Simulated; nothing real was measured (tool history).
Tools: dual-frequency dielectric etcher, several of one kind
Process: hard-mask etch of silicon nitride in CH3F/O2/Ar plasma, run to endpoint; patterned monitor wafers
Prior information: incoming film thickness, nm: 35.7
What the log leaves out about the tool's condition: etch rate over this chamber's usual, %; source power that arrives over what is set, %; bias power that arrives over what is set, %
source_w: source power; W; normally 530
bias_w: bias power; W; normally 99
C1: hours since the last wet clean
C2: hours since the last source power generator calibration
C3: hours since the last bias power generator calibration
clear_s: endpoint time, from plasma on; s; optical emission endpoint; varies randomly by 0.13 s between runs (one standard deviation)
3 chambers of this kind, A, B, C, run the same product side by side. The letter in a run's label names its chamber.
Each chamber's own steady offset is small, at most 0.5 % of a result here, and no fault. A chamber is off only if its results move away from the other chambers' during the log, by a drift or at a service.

{"run": "1A", "hour": 6.6, "source_w": 530, "bias_w": 99, "C1": 130.8, "C2": 4604.7, "C3": 2143.6, "clear_s": 41.736}
{"run": "2C", "hour": 16.2, "source_w": 530, "bias_w": 99, "C1": 387.4, "C2": 3799.6, "C3": 2327.0, "clear_s": 41.377}
{"run": "3B", "hour": 21.8, "source_w": 530, "bias_w": 99, "C1": 353.7, "C2": 1336.4, "C3": 1621.2, "clear_s": 41.089}
{"run": "4A", "hour": 31.0, "source_w": 530, "bias_w": 99, "C1": 155.2, "C2": 4629.1, "C3": 2168.0, "clear_s": 41.647}
{"run": "5C", "hour": 38.1, "source_w": 530, "bias_w": 99, "C1": 409.3, "C2": 3821.5, "C3": 2348.9, "clear_s": 41.293}
{"run": "6B", "hour": 45.5, "source_w": 530, "bias_w": 99, "C1": 377.4, "C2": 1360.1, "C3": 1644.9, "clear_s": 41.435}
{"run": "7A", "hour": 51.5, "source_w": 530, "bias_w": 99, "C1": 175.7, "C2": 4649.6, "C3": 2188.5, "clear_s": 41.63}
{"run": "8B", "hour": 59.3, "source_w": 530, "bias_w": 99, "C1": 391.2, "C2": 1373.9, "C3": 1658.7, "clear_s": 41.542}
{"run": "9C", "hour": 65.0, "source_w": 530, "bias_w": 99, "C1": 436.2, "C2": 3848.4, "C3": 2375.8, "clear_s": 41.608}
{"run": "10B", "hour": 73.7, "source_w": 530, "bias_w": 99, "C1": 405.6, "C2": 1388.3, "C3": 1673.1, "clear_s": 41.457}
{"run": "11A", "hour": 79.7, "source_w": 530, "bias_w": 99, "C1": 203.9, "C2": 4677.8, "C3": 2216.7, "clear_s": 41.538}
{"run": "12C", "hour": 86.8, "source_w": 530, "bias_w": 99, "C1": 458.0, "C2": 3870.2, "C3": 2397.6, "clear_s": 41.723}
{"run": "13A", "hour": 91.0, "source_w": 530, "bias_w": 99, "C1": 215.2, "C2": 4689.1, "C3": 2228.0, "clear_s": 41.545}
{"run": "14B", "hour": 100.1, "source_w": 530, "bias_w": 99, "C1": 432.0, "C2": 1414.7, "C3": 1699.5, "clear_s": 41.408}
{"run": "15C", "hour": 104.4, "source_w": 530, "bias_w": 99, "C1": 475.6, "C2": 3887.8, "C3": 2415.2, "clear_s": 41.363}
{"run": "16B", "hour": 110.1, "source_w": 530, "bias_w": 99, "C1": 442.0, "C2": 1424.7, "C3": 1709.5, "clear_s": 41.532}
{"run": "17C", "hour": 118.3, "source_w": 600, "bias_w": 75, "C1": 489.5, "C2": 3901.7, "C3": 2429.1, "clear_s": 43.468}
{"run": "18A", "hour": 127.9, "source_w": 600, "bias_w": 75, "C1": 252.1, "C2": 4726.0, "C3": 2264.9, "clear_s": 43.571}
{"run": "19A", "hour": 135.0, "source_w": 600, "bias_w": 75, "C1": 259.2, "C2": 4733.1, "C3": 2272.0, "clear_s": 43.322}
{"run": "20B", "hour": 143.7, "source_w": 530, "bias_w": 99, "C1": 475.6, "C2": 1458.3, "C3": 1743.1, "clear_s": 41.3}
{"run": "21C", "hour": 150.3, "source_w": 530, "bias_w": 99, "C1": 521.5, "C2": 3933.7, "C3": 2461.1, "clear_s": 41.46}
{"run": "22A", "hour": 157.0, "source_w": 530, "bias_w": 99, "C1": 281.2, "C2": 4755.1, "C3": 2294.0, "clear_s": 41.355}
{"run": "23B", "hour": 165.1, "source_w": 530, "bias_w": 99, "C1": 497.0, "C2": 1479.7, "C3": 1764.5, "clear_s": 41.517}
{"run": "24C", "hour": 170.1, "source_w": 530, "bias_w": 99, "C1": 541.3, "C2": 3953.5, "C3": 2480.9, "clear_s": 41.311}
{"run": "25A", "hour": 174.7, "source_w": 600, "bias_w": 76, "C1": 298.9, "C2": 4772.8, "C3": 2311.7, "clear_s": 43.026}
{"hour": 176.2, "done": "chamber C: wet clean of the chamber"}
{"run": "26B", "hour": 181.9, "source_w": 600, "bias_w": 76, "C1": 513.8, "C2": 1496.5, "C3": 1781.3, "clear_s": 42.999}
{"run": "27C", "hour": 189.5, "source_w": 600, "bias_w": 76, "C1": 13.4, "C2": 3972.9, "C3": 2500.3, "clear_s": 43.384}
{"run": "28B", "hour": 194.8, "source_w": 650, "bias_w": 99, "C1": 526.7, "C2": 1509.4, "C3": 1794.2, "clear_s": 38.396}
{"run": "29A", "hour": 203.8, "source_w": 650, "bias_w": 99, "C1": 328.0, "C2": 4801.9, "C3": 2340.8, "clear_s": 38.355}
{"run": "30C", "hour": 208.4, "source_w": 650, "bias_w": 99, "C1": 32.3, "C2": 3991.8, "C3": 2519.2, "clear_s": 38.332}
{"run": "31B", "hour": 214.8, "source_w": 530, "bias_w": 99, "C1": 546.7, "C2": 1529.4, "C3": 1814.2, "clear_s": 41.325}
{"run": "32C", "hour": 224.1, "source_w": 530, "bias_w": 99, "C1": 48.0, "C2": 4007.5, "C3": 2534.9, "clear_s": 41.358}
{"run": "33A", "hour": 228.4, "source_w": 530, "bias_w": 99, "C1": 352.6, "C2": 4826.5, "C3": 2365.4, "clear_s": 40.835}
{"run": "34C", "hour": 236.8, "source_w": 410, "bias_w": 85, "C1": 60.7, "C2": 4020.2, "C3": 2547.6, "clear_s": 48.344}
{"hour": 237.3, "done": "chamber A: source power generator calibrated"}
{"run": "35A", "hour": 241.1, "source_w": 410, "bias_w": 85, "C1": 365.3, "C2": 3.8, "C3": 2378.1, "clear_s": 47.603}
{"run": "36B", "hour": 247.8, "source_w": 410, "bias_w": 85, "C1": 579.7, "C2": 1562.4, "C3": 1847.2, "clear_s": 48.158}
{"run": "37B", "hour": 254.7, "source_w": 530, "bias_w": 99, "C1": 586.6, "C2": 1569.3, "C3": 1854.1, "clear_s": 41.512}
{"run": "38C", "hour": 261.0, "source_w": 430, "bias_w": 123, "C1": 84.9, "C2": 4044.4, "C3": 2571.8, "clear_s": 41.252}
{"run": "39A", "hour": 266.7, "source_w": 430, "bias_w": 123, "C1": 390.9, "C2": 29.4, "C3": 2403.7, "clear_s": 40.6}
{"run": "40C", "hour": 275.9, "source_w": 430, "bias_w": 123, "C1": 99.8, "C2": 4059.3, "C3": 2586.7, "clear_s": 41.14}
{"run": "41B", "hour": 281.3, "source_w": 530, "bias_w": 99, "C1": 613.2, "C2": 1595.9, "C3": 1880.7, "clear_s": 41.221}

Next, every chamber runs the same settings. What will each give?
{"run": "42A", "hour": 288.1, "source_w": 530, "bias_w": 78, "clear_s": "?"}
{"run": "42B", "hour": 288.1, "source_w": 530, "bias_w": 78, "clear_s": "?"}
{"run": "42C", "hour": 288.1, "source_w": 530, "bias_w": 78, "clear_s": "?"}

run=42A clear_s=44.232
run=42B clear_s=44.987
run=42C clear_s=45.183

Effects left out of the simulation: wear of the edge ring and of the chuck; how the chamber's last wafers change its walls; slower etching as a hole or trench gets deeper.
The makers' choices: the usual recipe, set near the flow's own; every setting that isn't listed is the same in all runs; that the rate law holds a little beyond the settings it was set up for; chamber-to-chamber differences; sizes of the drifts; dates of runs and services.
